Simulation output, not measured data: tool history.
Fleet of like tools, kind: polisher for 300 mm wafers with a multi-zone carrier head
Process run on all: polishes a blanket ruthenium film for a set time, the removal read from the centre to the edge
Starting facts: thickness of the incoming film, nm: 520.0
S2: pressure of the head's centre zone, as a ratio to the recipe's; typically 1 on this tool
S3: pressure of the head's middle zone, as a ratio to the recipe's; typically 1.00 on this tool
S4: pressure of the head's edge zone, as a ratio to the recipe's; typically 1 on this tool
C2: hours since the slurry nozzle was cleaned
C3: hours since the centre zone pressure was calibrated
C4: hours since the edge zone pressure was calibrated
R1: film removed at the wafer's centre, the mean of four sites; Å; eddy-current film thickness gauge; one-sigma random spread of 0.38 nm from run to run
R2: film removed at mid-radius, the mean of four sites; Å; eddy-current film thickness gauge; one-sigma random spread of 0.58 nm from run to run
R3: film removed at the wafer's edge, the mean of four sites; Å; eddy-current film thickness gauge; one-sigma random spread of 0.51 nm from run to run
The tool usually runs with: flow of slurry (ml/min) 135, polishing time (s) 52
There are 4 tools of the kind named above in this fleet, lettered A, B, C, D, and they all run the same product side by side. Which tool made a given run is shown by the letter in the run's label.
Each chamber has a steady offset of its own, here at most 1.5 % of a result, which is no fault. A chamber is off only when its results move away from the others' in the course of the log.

run 1D day=0.346 | flow_of_slurry_(ml/min)=135 S2=1 S3=1.00 S4=1 polishing_time_(s)=52 | wafers_polished_on_this_pad=1318 C2=194.1 C3=117.8 C4=329.5 | R1=391.90 R2=392.66 R3=393.78
run 2C day=0.642 | flow_of_slurry_(ml/min)=135 S2=1 S3=1.00 S4=1 polishing_time_(s)=52 | wafers_polished_on_this_pad=1522 C2=226.9 C3=253.9 C4=601.6 | R1=396.01 R2=387.95 R3=383.27
-- day=0.933 chamber C: worn pad replaced by a new one
run 3B day=0.938 | flow_of_slurry_(ml/min)=135 S2=1 S3=1.00 S4=1 polishing_time_(s)=52 | wafers_polished_on_this_pad=646 C2=353.3 C3=694.5 C4=403.0 | R1=388.13 R2=392.89 R3=397.84
-- day=1.383 chamber D: worn pad replaced by a new one
run 4A day=1.500 | flow_of_slurry_(ml/min)=135 S2=1 S3=1.00 S4=1 polishing_time_(s)=52 | wafers_polished_on_this_pad=475 C2=44.9 C3=491.6 C4=585.2 | R1=400.21 R2=390.95 R3=395.28
-- day=1.508 chamber B: worn pad replaced by a new one
run 5B day=1.908 | flow_of_slurry_(ml/min)=135 S2=1 S3=1.07 S4=1 polishing_time_(s)=35 | wafers_polished_on_this_pad=83 C2=376.6 C3=717.8 C4=426.3 | R1=267.76 R2=285.53 R3=268.48
run 6C day=2.317 | flow_of_slurry_(ml/min)=135 S2=1 S3=1.07 S4=1 polishing_time_(s)=35 | wafers_polished_on_this_pad=289 C2=267.1 C3=294.1 C4=641.8 | R1=268.19 R2=282.94 R3=262.61
-- day=2.517 chamber C: slurry nozzle cleaned
run 7A day=2.804 | flow_of_slurry_(ml/min)=135 S2=1 S3=1.07 S4=1 polishing_time_(s)=35 | wafers_polished_on_this_pad=747 C2=76.2 C3=522.9 C4=616.5 | R1=264.41 R2=278.83 R3=263.50
run 8D day=3.196 | flow_of_slurry_(ml/min)=135 S2=1 S3=1.07 S4=1 polishing_time_(s)=35 | wafers_polished_on_this_pad=378 C2=262.5 C3=186.2 C4=397.9 | R1=267.64 R2=286.84 R3=268.73
run 9C day=3.558 | flow_of_slurry_(ml/min)=135 S2=1 S3=1.00 S4=1 polishing_time_(s)=52 | wafers_polished_on_this_pad=548 C2=25.0 C3=323.9 C4=671.6 | R1=396.48 R2=386.95 R3=390.08
-- day=3.608 chamber A: worn pad replaced by a new one
run 10B day=3.942 | flow_of_slurry_(ml/min)=135 S2=1 S3=1.00 S4=1 polishing_time_(s)=38 | wafers_polished_on_this_pad=508 C2=425.4 C3=766.6 C4=475.1 | R1=283.73 R2=286.96 R3=296.33
run 11D day=4.575 | flow_of_slurry_(ml/min)=135 S2=1 S3=1.00 S4=1 polishing_time_(s)=38 | wafers_polished_on_this_pad=666 C2=295.6 C3=219.3 C4=431.0 | R1=283.45 R2=285.90 R3=291.11
run 12A day=4.929 | flow_of_slurry_(ml/min)=135 S2=1 S3=1.00 S4=1 polishing_time_(s)=38 | wafers_polished_on_this_pad=276 C2=127.2 C3=573.9 C4=667.5 | R1=293.27 R2=285.90 R3=287.45
-- day=5.142 chamber B: worn pad replaced by a new one
run 13C day=5.421 | flow_of_slurry_(ml/min)=135 S2=1 S3=1.00 S4=1 polishing_time_(s)=38 | wafers_polished_on_this_pad=937 C2=69.7 C3=368.6 C4=716.3 | R1=294.91 R2=285.67 R3=287.62
run 14D day=6.075 | flow_of_slurry_(ml/min)=135 S2=1 S3=1.00 S4=1 polishing_time_(s)=52 | wafers_polished_on_this_pad=979 C2=331.6 C3=255.3 C4=467.0 | R1=397.89 R2=396.39 R3=391.46
run 15B day=6.696 | flow_of_slurry_(ml/min)=135 S2=1 S3=1.00 S4=1 polishing_time_(s)=52 | wafers_polished_on_this_pad=324 C2=491.5 C3=832.7 C4=541.2 | R1=389.59 R2=397.06 R3=399.93
-- day=6.921 chamber C: worn pad replaced by a new one
run 16A day=7.133 | flow_of_slurry_(ml/min)=135 S2=1 S3=1.00 S4=1 polishing_time_(s)=52 | wafers_polished_on_this_pad=736 C2=180.1 C3=626.8 C4=720.4 | R1=393.22 R2=393.18 R3=398.55
run 17A day=7.662 | flow_of_slurry_(ml/min)=135 S2=1 S3=1.00 S4=1 polishing_time_(s)=52 | wafers_polished_on_this_pad=846 C2=192.8 C3=639.5 C4=733.1 | R1=394.51 R2=396.37 R3=391.24
-- day=7.779 chamber A: worn pad replaced by a new one
run 18B day=8.000 | flow_of_slurry_(ml/min)=135 S2=1 S3=1.00 S4=1 polishing_time_(s)=52 | wafers_polished_on_this_pad=597 C2=522.8 C3=864.0 C4=572.5 | R1=386.07 R2=389.67 R3=394.89
-- day=8.083 chamber B: centre zone pressure recalibrated
run 19C day=8.529 | flow_of_slurry_(ml/min)=135 S2=1 S3=1.00 S4=1 polishing_time_(s)=52 | wafers_polished_on_this_pad=336 C2=144.3 C3=443.2 C4=790.9 | R1=398.30 R2=384.99 R3=387.33
-- day=8.733 chamber B: worn pad replaced by a new one
run 20D day=9.104 | flow_of_slurry_(ml/min)=135 S2=1 S3=1.00 S4=1 polishing_time_(s)=52 | wafers_polished_on_this_pad=1611 C2=404.3 C3=328.0 C4=539.7 | R1=394.24 R2=389.15 R3=388.46
-- day=9.238 chamber D: worn pad replaced by a new one
-- day=9.362 chamber B: slurry nozzle cleaned
run 21B day=9.508 | flow_of_slurry_(ml/min)=135 S2=1 S3=1.00 S4=1 polishing_time_(s)=52 | wafers_polished_on_this_pad=161 C2=3.5 C3=34.3 C4=608.7 | R1=398.85 R2=381.42 R3=391.35
run 22A day=10.104 | flow_of_slurry_(ml/min)=135 S2=1 S3=1.00 S4=1 polishing_time_(s)=52 | wafers_polished_on_this_pad=485 C2=251.4 C3=698.1 C4=791.7 | R1=399.83 R2=397.66 R3=399.23
-- day=10.179 chamber A: edge zone pressure recalibrated
run 23C day=10.421 | flow_of_slurry_(ml/min)=135 S2=1 S3=1.00 S4=1 polishing_time_(s)=52 | wafers_polished_on_this_pad=731 C2=189.7 C3=488.6 C4=836.3 | R1=396.16 R2=390.22 R3=392.83
run 24D day=10.904 | flow_of_slurry_(ml/min)=135 S2=1 S3=1.00 S4=1 polishing_time_(s)=52 | wafers_polished_on_this_pad=348 C2=447.5 C3=371.2 C4=582.9 | R1=389.06 R2=383.77 R3=397.52
run 25B day=11.221 | flow_of_slurry_(ml/min)=135 S2=1 S3=1.00 S4=1 polishing_time_(s)=52 | wafers_polished_on_this_pad=519 C2=44.6 C3=75.4 C4=649.8 | R1=387.80 R2=388.73 R3=404.33
-- day=11.458 chamber A: worn pad replaced by a new one
run 26D day=11.683 | flow_of_slurry_(ml/min)=135 S2=1 S3=1.00 S4=1 polishing_time_(s)=52 | wafers_polished_on_this_pad=510 C2=466.2 C3=389.9 C4=601.6 | R1=384.57 R2=404.01 R3=394.86
-- day=12.150 chamber A: centre zone pressure recalibrated
run 27C day=12.312 | flow_of_slurry_(ml/min)=135 S2=1 S3=0.96 S4=1 polishing_time_(s)=39 | wafers_polished_on_this_pad=1126 C2=235.1 C3=534.0 C4=881.7 | R1=300.82 R2=279.85 R3=292.92
run 28A day=12.758 | flow_of_slurry_(ml/min)=135 S2=1 S3=0.96 S4=1 polishing_time_(s)=39 | wafers_polished_on_this_pad=271 C2=315.1 C3=14.7 C4=61.9 | R1=296.22 R2=287.76 R3=293.72

Is one chamber off against the others, does the gauge drift, or is nothing wrong? If a chamber is off, say which, and what the likeliest cause is.

Nothing is wrong: each chamber keeps only its own small, steady offset and the gauge holds still.
